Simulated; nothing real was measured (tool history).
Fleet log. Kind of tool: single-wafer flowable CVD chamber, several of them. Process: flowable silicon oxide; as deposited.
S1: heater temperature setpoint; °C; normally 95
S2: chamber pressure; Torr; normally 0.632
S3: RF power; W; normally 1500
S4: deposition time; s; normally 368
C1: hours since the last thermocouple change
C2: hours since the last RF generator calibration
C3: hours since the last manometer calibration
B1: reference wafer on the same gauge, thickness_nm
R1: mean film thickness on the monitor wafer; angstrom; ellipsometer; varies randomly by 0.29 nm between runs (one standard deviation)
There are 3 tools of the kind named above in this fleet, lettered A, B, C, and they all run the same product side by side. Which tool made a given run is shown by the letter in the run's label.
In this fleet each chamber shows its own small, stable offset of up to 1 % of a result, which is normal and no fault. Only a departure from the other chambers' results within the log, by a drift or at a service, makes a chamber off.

run	hour	S1	S2	S3	S4	C1	C2	C3	B1	R1
# hour 4.1: chamber B: RF generator calibrated
1B	10.6	95	0.632	1500	368	1150.7	6.5	1746.2	148.91	1793.4
# hour 18.5: chamber A: capacitance manometer re-zeroed and calibrated
2A	21.9	95	0.632	1500	368	1394.8	1579.6	3.4	148.95	1764.3
3C	29.6	95	0.632	1500	368	1307.9	478.7	367	148.92	1779.2
4C	43.6	95	0.632	1500	368	1321.9	492.7	381	148.88	1771.7
5B	52.3	95	0.632	1500	368	1192.4	48.2	1787.9	148.82	1792.8
6A	65.8	95	0.632	1500	368	1438.7	1623.5	47.3	148.75	1761
7C	80.3	95	0.632	1500	368	1358.6	529.4	417.7	148.84	1770
8A	88.1	95	0.632	1500	368	1461	1645.8	69.6	148.72	1765.3
9B	98.1	95	0.632	1500	368	1238.2	94	1833.7	148.75	1790.4
10C	105.1	95	0.632	1500	404	1383.4	554.2	442.5	148.66	1947.4
11A	117	95	0.632	1500	404	1489.9	1674.7	98.5	148.59	1936.8
12B	130	95	0.632	1500	404	1270.1	125.9	1865.6	148.6	1965
13B	145.3	95	0.632	1500	368	1285.4	141.2	1880.9	148.61	1790.7
14C	160	95	0.632	1500	368	1438.3	609.1	497.4	148.5	1773.3
15A	174.3	95	0.632	1500	368	1547.2	1732	155.8	148.42	1757.7
16A	189.7	95	0.734	1245	368	1562.6	1747.4	171.2	148.37	2020.6
17C	198.6	95	0.734	1245	368	1476.9	647.7	536	148.38	2034.3
18B	214	95	0.734	1245	368	1354.1	209.9	1949.6	148.31	2038.5
# hour 222.6: chamber B: capacitance manometer re-zeroed and calibrated
19A	229.7	95	0.632	1500	368	1602.6	1787.4	211.2	148.23	1754.7
20B	239.1	95	0.632	1500	368	1379.2	235	16.6	148.28	1783.9
21C	251.3	95	0.632	1500	368	1529.6	700.4	588.7	148.19	1770.2
22A	258.3	95	0.632	1500	368	1631.2	1816	239.8	148.16	1756.9
23B	273.6	95	0.632	1500	368	1413.7	269.5	51.1	148.1	1787.2
24C	280.9	95	0.632	1500	368	1559.2	730	618.3	148.14	1768.7
25B	290.3	95	0.632	1500	368	1430.4	286.2	67.8	148.07	1779.8
26C	298.9	95	0.486	1290	368	1577.2	748	636.3	148.05	1138.4

All 3 chambers run these settings next. Forecast each chamber's results:
27A	310.3	95	0.632	1500	368					?
27B	310.3	95	0.632	1500	368					?
27C	310.3	95	0.632	1500	368					?

run	R1
27A	1755.5
27B	1781.4
27C	1764.4
